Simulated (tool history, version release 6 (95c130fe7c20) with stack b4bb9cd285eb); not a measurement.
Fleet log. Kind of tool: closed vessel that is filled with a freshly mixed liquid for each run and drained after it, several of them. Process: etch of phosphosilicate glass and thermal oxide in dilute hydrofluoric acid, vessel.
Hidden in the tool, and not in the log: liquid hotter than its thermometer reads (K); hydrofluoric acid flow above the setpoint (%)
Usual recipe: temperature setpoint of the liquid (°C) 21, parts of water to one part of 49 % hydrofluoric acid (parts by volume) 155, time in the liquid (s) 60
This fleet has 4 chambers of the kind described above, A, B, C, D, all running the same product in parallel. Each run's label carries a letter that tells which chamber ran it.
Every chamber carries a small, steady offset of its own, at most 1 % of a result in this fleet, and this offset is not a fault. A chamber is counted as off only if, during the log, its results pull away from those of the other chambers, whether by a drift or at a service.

run,hour,temperature setpoint of the liquid (°C),parts of water to one part of 49 % hydrofluoric acid (parts by volume),time in the liquid (s),hours since the thermometer was replaced,hours since the hydrofluoric acid flow meter was replaced,"read-back film thickness of the phosphosilicate glass reference wafer, read on the same gauge (nm)","read-back film thickness of the thermal oxide reference wafer, read on the same gauge (nm)",thickness taken off the phosphosilicate glass on a monitor wafer (angstrom),thickness taken off the thermal oxide on a monitor wafer (angstrom)
1A,6.2,21,155,60,975.2,405.8,90.003,80.017,558.75,14.985
2C,12.8,21,155,60,963.2,610.8,89.987,80.009,563.57,14.933
3B,18.6,21,155,60,172,128.1,89.982,79.981,548.53,14.84
4D,24,21,155,60,85.5,83.6,89.967,79.997,564.13,14.554
5D,33.2,21,120,70,94.7,92.8,89.993,79.997,872.97,23.16
6C,43,21,120,70,993.4,641,90.04,79.995,860.31,23.32
7A,51.7,21,120,70,1020.7,451.3,89.964,79.987,873.21,23.921
8B,57.6,21,120,70,211,167.1,90.013,79.991,869.59,23.05
9B,63.4,17,155,30,216.8,172.9,90.038,79.995,236.69,6.4307
10D,68.1,17,155,30,129.6,127.7,89.967,80.002,240.6,6.2847
11A,78.5,17,155,30,1047.5,478.1,89.955,80.024,236.49,6.2409
12C,85.4,17,155,30,1035.8,683.4,90.014,79.998,235.79,6.2571
13C,91.7,21,155,60,1042.1,689.7,90.011,79.983,554.99,14.719
14B,100.8,21,155,60,254.2,210.3,89.998,79.995,551.84,14.433
15A,110.7,21,155,60,1079.7,510.3,90.047,80,559.47,14.656
# hour 111.3: chamber C: thermometer replaced
16D,117.7,21,155,60,179.2,177.3,90.013,80.018,554.68,14.822
17A,127.6,21,155,60,1096.6,527.2,90.023,79.992,557.6,15.054
18B,135.7,21,155,60,289.1,245.2,89.974,80.016,557,14.377
19D,142.9,21,155,60,204.4,202.5,90.021,80.005,557.58,15.129
20C,148.9,21,155,60,37.6,746.9,90.018,80.002,559.94,14.702
21D,153.9,21,155,60,215.4,213.5,89.992,79.986,551.59,14.769
22B,160.2,21,155,60,313.6,269.7,90.017,80.014,553.19,14.666
23A,167.2,21,155,60,1136.2,566.8,89.995,80.014,558.06,14.913
24C,174.5,23,155,60,63.2,772.5,90.007,79.983,597.47,16.153
# hour 178.9: chamber A: hydrofluoric acid flow meter replaced
25B,183.5,23,155,60,336.9,293,90,80,590.44,15.759
26D,189.9,23,155,60,251.4,249.5,90.022,80.007,603.78,16.274
27C,195.6,23,155,60,84.3,793.6,90.006,79.99,610.66,15.692
28A,201.3,21,155,60,1170.3,22.4,90.013,79.989,556.66,14.786
29B,210.5,21,155,60,363.9,320,90.048,79.989,555.61,14.761
30A,218.9,21,155,60,1187.9,40,90.007,79.999,562.71,14.693
31D,223.8,21,155,60,285.3,283.4,90.018,80.024,565.94,14.859

Each of the 4 chambers runs these same settings next. Fill in every chamber's results:
32A,231.5,21,155,60,,,,,?,?
32B,231.5,21,155,60,,,,,?,?
32C,231.5,21,155,60,,,,,?,?
32D,231.5,21,155,60,,,,,?,?

run,thickness taken off the phosphosilicate glass on a monitor wafer (angstrom),thickness taken off the thermal oxide on a monitor wafer (angstrom)
32A,560.54,14.665
32B,555.7,14.908
32C,564.79,14.745
32D,558.37,14.936
